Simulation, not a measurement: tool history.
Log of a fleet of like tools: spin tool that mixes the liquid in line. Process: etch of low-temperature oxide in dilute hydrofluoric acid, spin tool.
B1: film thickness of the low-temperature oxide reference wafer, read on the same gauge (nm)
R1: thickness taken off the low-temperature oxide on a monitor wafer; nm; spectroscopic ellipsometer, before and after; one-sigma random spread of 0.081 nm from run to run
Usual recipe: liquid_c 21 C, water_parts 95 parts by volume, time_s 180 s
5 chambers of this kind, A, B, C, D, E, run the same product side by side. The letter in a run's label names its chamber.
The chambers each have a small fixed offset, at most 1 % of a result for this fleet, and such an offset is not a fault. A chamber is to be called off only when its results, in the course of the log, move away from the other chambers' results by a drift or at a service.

run 1B hour=13.6 | liquid_c=21 water_parts=95 time_s=180 | B1=140 | R1=19.255
run 2A hour=23.9 | liquid_c=21 water_parts=95 time_s=180 | B1=140 | R1=19.164
run 3D hour=34.4 | liquid_c=21 water_parts=95 time_s=180 | B1=139.99 | R1=19.49
run 4E hour=45.4 | liquid_c=21 water_parts=95 time_s=180 | B1=140 | R1=19.272
run 5C hour=54.9 | liquid_c=17 water_parts=95 time_s=280 | B1=140.01 | R1=25.563
run 6E hour=68.9 | liquid_c=17 water_parts=95 time_s=280 | B1=140.03 | R1=25.204
run 7C hour=76 | liquid_c=17 water_parts=95 time_s=280 | B1=140 | R1=25.856
run 8B hour=86.3 | liquid_c=17 water_parts=95 time_s=280 | B1=140 | R1=25.558
run 9D hour=98.6 | liquid_c=17 water_parts=95 time_s=280 | B1=140.01 | R1=25.708
run 10A hour=112.5 | liquid_c=21 water_parts=95 time_s=180 | B1=139.99 | R1=19.21
run 11C hour=122.3 | liquid_c=21 water_parts=95 time_s=180 | B1=139.99 | R1=19.468
run 12A hour=133.4 | liquid_c=21 water_parts=95 time_s=180 | B1=139.99 | R1=19.221
run 13E hour=143.1 | liquid_c=21 water_parts=95 time_s=180 | B1=140.01 | R1=19.226
run 14B hour=155.2 | liquid_c=21 water_parts=95 time_s=180 | B1=139.99 | R1=19.311
run 15D hour=167.7 | liquid_c=21 water_parts=95 time_s=180 | B1=140.02 | R1=19.613
run 16B hour=175.5 | liquid_c=21 water_parts=95 time_s=180 | B1=140 | R1=19.395
run 17C hour=190.5 | liquid_c=21 water_parts=95 time_s=180 | B1=139.98 | R1=19.567
run 18E hour=204.2 | liquid_c=21 water_parts=95 time_s=180 | B1=139.98 | R1=19.229
run 19A hour=215.9 | liquid_c=21 water_parts=95 time_s=180 | B1=140.01 | R1=19.206
run 20D hour=224.6 | liquid_c=21 water_parts=95 time_s=180 | B1=140.01 | R1=19.659
run 21A hour=239.3 | liquid_c=21 water_parts=95 time_s=180 | B1=140.02 | R1=19.212
run 22B hour=248.2 | liquid_c=21 water_parts=95 time_s=180 | B1=139.98 | R1=19.494
run 23E hour=256.6 | liquid_c=21 water_parts=95 time_s=180 | B1=140 | R1=19.174
run 24D hour=265.1 | liquid_c=21 water_parts=95 time_s=180 | B1=140 | R1=19.822
run 25C hour=277.3 | liquid_c=21 water_parts=95 time_s=180 | B1=139.97 | R1=19.467
run 26A hour=287.9 | liquid_c=21 water_parts=55 time_s=180 | B1=140.02 | R1=35.161
-- hour=290.5 chamber B: thermometer replaced
run 27B hour=297.3 | liquid_c=21 water_parts=55 time_s=180 | B1=140 | R1=35.447
run 28E hour=304.9 | liquid_c=21 water_parts=55 time_s=180 | B1=140.02 | R1=35.09
run 29D hour=314.7 | liquid_c=21 water_parts=55 time_s=180 | B1=139.98 | R1=36.119
run 30C hour=328.1 | liquid_c=21 water_parts=55 time_s=180 | B1=140 | R1=35.927
run 31D hour=335.7 | liquid_c=21 water_parts=50 time_s=180 | B1=140 | R1=39.943
run 32E hour=352 | liquid_c=21 water_parts=50 time_s=180 | B1=140.03 | R1=38.964
run 33A hour=364.2 | liquid_c=21 water_parts=50 time_s=180 | B1=139.99 | R1=39.026
-- hour=376.5 chamber A: thermometer replaced
run 34C hour=379.1 | liquid_c=21 water_parts=50 time_s=180 | B1=140 | R1=39.864
run 35B hour=387.6 | liquid_c=21 water_parts=50 time_s=180 | B1=139.97 | R1=39.09
run 36A hour=398.1 | liquid_c=21 water_parts=95 time_s=180 | B1=140.02 | R1=19.232
run 37B hour=411 | liquid_c=21 water_parts=95 time_s=180 | B1=140 | R1=19.438
run 38E hour=418.6 | liquid_c=21 water_parts=95 time_s=180 | B1=140 | R1=19.132
run 39D hour=433.3 | liquid_c=21 water_parts=95 time_s=180 | B1=139.98 | R1=20.331

Has any chamber moved away from the others, gradually or after a service, or does the common gauge drift, or do the chambers differ only by their own small steady offsets? State the chamber and the most likely cause if one applies.

Chamber D drifts away from the others.
What lies behind it: hydrofluoric acid flow above the setpoint (%) = 4.78.
With only this log, it may be confused with: liquid hotter than its thermometer reads (K).

Here are 4 candidates for chamber D's next run, each the usual settings with a change, their results left as question marks. Which one brings its results back in line with what the others give on the usual settings?
Counts as in line when no further than this from what the other chambers average on the usual settings: R1 0.28 nm
run 40D-1 hour=445 | liquid_c=21 water_parts=100 time_s=180 | R1=?
run 40D-2 hour=445 | liquid_c=21 water_parts=95 time_s=175 | R1=?
run 40D-3 hour=445 | liquid_c=21 water_parts=95 time_s=190 | R1=?
run 40D-4 hour=445 | liquid_c=21 water_parts=95 time_s=185 | R1=?

What the other chambers average on the usual settings: R1 19.342 nm
run=40D-1 R1=19.407
run=40D-2 R1=19.954
run=40D-3 R1=21.664
run=40D-4 R1=21.094
It is 40D-1 that realigns the chamber with its peers.
